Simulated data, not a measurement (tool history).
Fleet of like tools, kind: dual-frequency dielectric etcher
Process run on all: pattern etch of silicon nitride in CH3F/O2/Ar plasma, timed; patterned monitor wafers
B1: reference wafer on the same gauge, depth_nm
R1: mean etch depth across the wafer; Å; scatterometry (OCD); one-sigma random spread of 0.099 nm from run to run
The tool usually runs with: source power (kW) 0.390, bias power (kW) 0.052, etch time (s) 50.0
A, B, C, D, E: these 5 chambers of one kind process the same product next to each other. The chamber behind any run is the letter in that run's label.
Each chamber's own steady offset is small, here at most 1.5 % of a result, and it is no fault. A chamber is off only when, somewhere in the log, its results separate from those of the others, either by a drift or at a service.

{"run": "1B", "day": 0.517, "source power (kW)": 0.39, "bias power (kW)": 0.052, "etch time (s)": 50.0, "B1": 35.317, "R1": 307.93}
{"day": 0.821, "done": "chamber A: bias power generator calibrated"}
{"run": "2E", "day": 0.825, "source power (kW)": 0.39, "bias power (kW)": 0.052, "etch time (s)": 50.0, "B1": 35.291, "R1": 308.7}
{"run": "3D", "day": 1.371, "source power (kW)": 0.39, "bias power (kW)": 0.052, "etch time (s)": 50.0, "B1": 35.294, "R1": 309.15}
{"run": "4C", "day": 1.65, "source power (kW)": 0.39, "bias power (kW)": 0.052, "etch time (s)": 50.0, "B1": 35.317, "R1": 312.72}
{"run": "5A", "day": 2.025, "source power (kW)": 0.39, "bias power (kW)": 0.052, "etch time (s)": 59.0, "B1": 35.281, "R1": 370.9}
{"run": "6C", "day": 2.388, "source power (kW)": 0.39, "bias power (kW)": 0.052, "etch time (s)": 59.0, "B1": 35.276, "R1": 369.34}
{"run": "7B", "day": 2.704, "source power (kW)": 0.39, "bias power (kW)": 0.052, "etch time (s)": 59.0, "B1": 35.295, "R1": 362.69}
{"run": "8E", "day": 3.096, "source power (kW)": 0.39, "bias power (kW)": 0.052, "etch time (s)": 59.0, "B1": 35.289, "R1": 367.21}
{"run": "9A", "day": 3.629, "source power (kW)": 0.39, "bias power (kW)": 0.052, "etch time (s)": 59.0, "B1": 35.302, "R1": 371.09}
{"run": "10D", "day": 4.158, "source power (kW)": 0.39, "bias power (kW)": 0.052, "etch time (s)": 50.0, "B1": 35.272, "R1": 306.26}
{"run": "11D", "day": 4.654, "source power (kW)": 0.39, "bias power (kW)": 0.052, "etch time (s)": 50.0, "B1": 35.331, "R1": 307.18}
{"run": "12E", "day": 5.112, "source power (kW)": 0.39, "bias power (kW)": 0.052, "etch time (s)": 50.0, "B1": 35.296, "R1": 309.72}
{"run": "13A", "day": 5.371, "source power (kW)": 0.39, "bias power (kW)": 0.052, "etch time (s)": 50.0, "B1": 35.306, "R1": 314.08}
{"day": 5.638, "done": "chamber E: wet clean of the chamber"}
{"run": "14B", "day": 5.683, "source power (kW)": 0.39, "bias power (kW)": 0.052, "etch time (s)": 50.0, "B1": 35.305, "R1": 309.17}
{"run": "15C", "day": 6.217, "source power (kW)": 0.39, "bias power (kW)": 0.052, "etch time (s)": 50.0, "B1": 35.285, "R1": 314.91}
{"run": "16A", "day": 6.675, "source power (kW)": 0.39, "bias power (kW)": 0.052, "etch time (s)": 50.0, "B1": 35.301, "R1": 314.43}
{"run": "17D", "day": 7.038, "source power (kW)": 0.39, "bias power (kW)": 0.052, "etch time (s)": 50.0, "B1": 35.31, "R1": 308.2}
{"run": "18E", "day": 7.533, "source power (kW)": 0.39, "bias power (kW)": 0.052, "etch time (s)": 50.0, "B1": 35.299, "R1": 309.71}
{"day": 7.579, "done": "chamber C: wet clean of the chamber"}
{"run": "19B", "day": 7.838, "source power (kW)": 0.39, "bias power (kW)": 0.052, "etch time (s)": 50.0, "B1": 35.299, "R1": 309.08}
{"run": "20C", "day": 8.362, "source power (kW)": 0.39, "bias power (kW)": 0.052, "etch time (s)": 50.0, "B1": 35.312, "R1": 312.39}
{"day": 8.517, "done": "chamber B: bias power generator calibrated"}
{"run": "21A", "day": 8.838, "source power (kW)": 0.39, "bias power (kW)": 0.062, "etch time (s)": 50.0, "B1": 35.304, "R1": 334.27}
{"run": "22B", "day": 9.138, "source power (kW)": 0.39, "bias power (kW)": 0.062, "etch time (s)": 50.0, "B1": 35.311, "R1": 328.66}
{"day": 9.583, "done": "chamber B: wet clean of the chamber"}
{"run": "23C", "day": 9.596, "source power (kW)": 0.39, "bias power (kW)": 0.062, "etch time (s)": 50.0, "B1": 35.317, "R1": 331.01}
{"run": "24D", "day": 9.892, "source power (kW)": 0.39, "bias power (kW)": 0.062, "etch time (s)": 50.0, "B1": 35.316, "R1": 324.38}
{"run": "25E", "day": 10.383, "source power (kW)": 0.39, "bias power (kW)": 0.062, "etch time (s)": 50.0, "B1": 35.314, "R1": 328.15}
{"run": "26E", "day": 10.758, "source power (kW)": 0.39, "bias power (kW)": 0.052, "etch time (s)": 50.0, "B1": 35.304, "R1": 310.17}
{"run": "27B", "day": 11.25, "source power (kW)": 0.48, "bias power (kW)": 0.052, "etch time (s)": 64.5, "B1": 35.31, "R1": 435.92}
{"run": "28C", "day": 11.767, "source power (kW)": 0.48, "bias power (kW)": 0.052, "etch time (s)": 64.5, "B1": 35.283, "R1": 439.14}
{"run": "29D", "day": 12.171, "source power (kW)": 0.48, "bias power (kW)": 0.052, "etch time (s)": 64.5, "B1": 35.3, "R1": 431.4}
{"run": "30A", "day": 12.45, "source power (kW)": 0.48, "bias power (kW)": 0.052, "etch time (s)": 64.5, "B1": 35.301, "R1": 437.7}
{"run": "31E", "day": 12.9, "source power (kW)": 0.48, "bias power (kW)": 0.052, "etch time (s)": 64.5, "B1": 35.279, "R1": 432.83}
{"day": 13.192, "done": "chamber D: wet clean of the chamber"}
{"run": "32B", "day": 13.375, "source power (kW)": 0.39, "bias power (kW)": 0.052, "etch time (s)": 50.0, "B1": 35.304, "R1": 307.6}
{"run": "33A", "day": 13.796, "source power (kW)": 0.39, "bias power (kW)": 0.052, "etch time (s)": 50.0, "B1": 35.336, "R1": 315.4}
{"run": "34D", "day": 14.046, "source power (kW)": 0.29, "bias power (kW)": 0.057, "etch time (s)": 50.0, "B1": 35.301, "R1": 281.9}
{"run": "35C", "day": 14.404, "source power (kW)": 0.29, "bias power (kW)": 0.057, "etch time (s)": 50.0, "B1": 35.288, "R1": 287.8}
{"day": 14.417, "done": "chamber A: wet clean of the chamber"}
{"run": "36A", "day": 14.754, "source power (kW)": 0.29, "bias power (kW)": 0.057, "etch time (s)": 50.0, "B1": 35.318, "R1": 289.86}
{"run": "37E", "day": 15.062, "source power (kW)": 0.29, "bias power (kW)": 0.057, "etch time (s)": 50.0, "B1": 35.288, "R1": 285.78}
{"run": "38B", "day": 15.379, "source power (kW)": 0.29, "bias power (kW)": 0.057, "etch time (s)": 50.0, "B1": 35.304, "R1": 283.94}
{"run": "39D", "day": 15.892, "source power (kW)": 0.39, "bias power (kW)": 0.052, "etch time (s)": 50.0, "B1": 35.3, "R1": 308.02}
{"run": "40C", "day": 16.358, "source power (kW)": 0.39, "bias power (kW)": 0.052, "etch time (s)": 50.0, "B1": 35.304, "R1": 313.73}
{"run": "41D", "day": 16.621, "source power (kW)": 0.39, "bias power (kW)": 0.052, "etch time (s)": 50.0, "B1": 35.302, "R1": 308.84}

Next, all 5 chambers run the settings below, one line each with question marks for the results. What does each chamber give?
{"run": "42A", "day": 17.029, "source power (kW)": 0.39, "bias power (kW)": 0.064, "etch time (s)": 50.0, "R1": "?"}
{"run": "42B", "day": 17.029, "source power (kW)": 0.39, "bias power (kW)": 0.064, "etch time (s)": 50.0, "R1": "?"}
{"run": "42C", "day": 17.029, "source power (kW)": 0.39, "bias power (kW)": 0.064, "etch time (s)": 50.0, "R1": "?"}
{"run": "42D", "day": 17.029, "source power (kW)": 0.39, "bias power (kW)": 0.064, "etch time (s)": 50.0, "R1": "?"}
{"run": "42E", "day": 17.029, "source power (kW)": 0.39, "bias power (kW)": 0.064, "etch time (s)": 50.0, "R1": "?"}

run=42A R1=336.31
run=42B R1=329.40
run=42C R1=334.04
run=42D R1=329.52
run=42E R1=332.00

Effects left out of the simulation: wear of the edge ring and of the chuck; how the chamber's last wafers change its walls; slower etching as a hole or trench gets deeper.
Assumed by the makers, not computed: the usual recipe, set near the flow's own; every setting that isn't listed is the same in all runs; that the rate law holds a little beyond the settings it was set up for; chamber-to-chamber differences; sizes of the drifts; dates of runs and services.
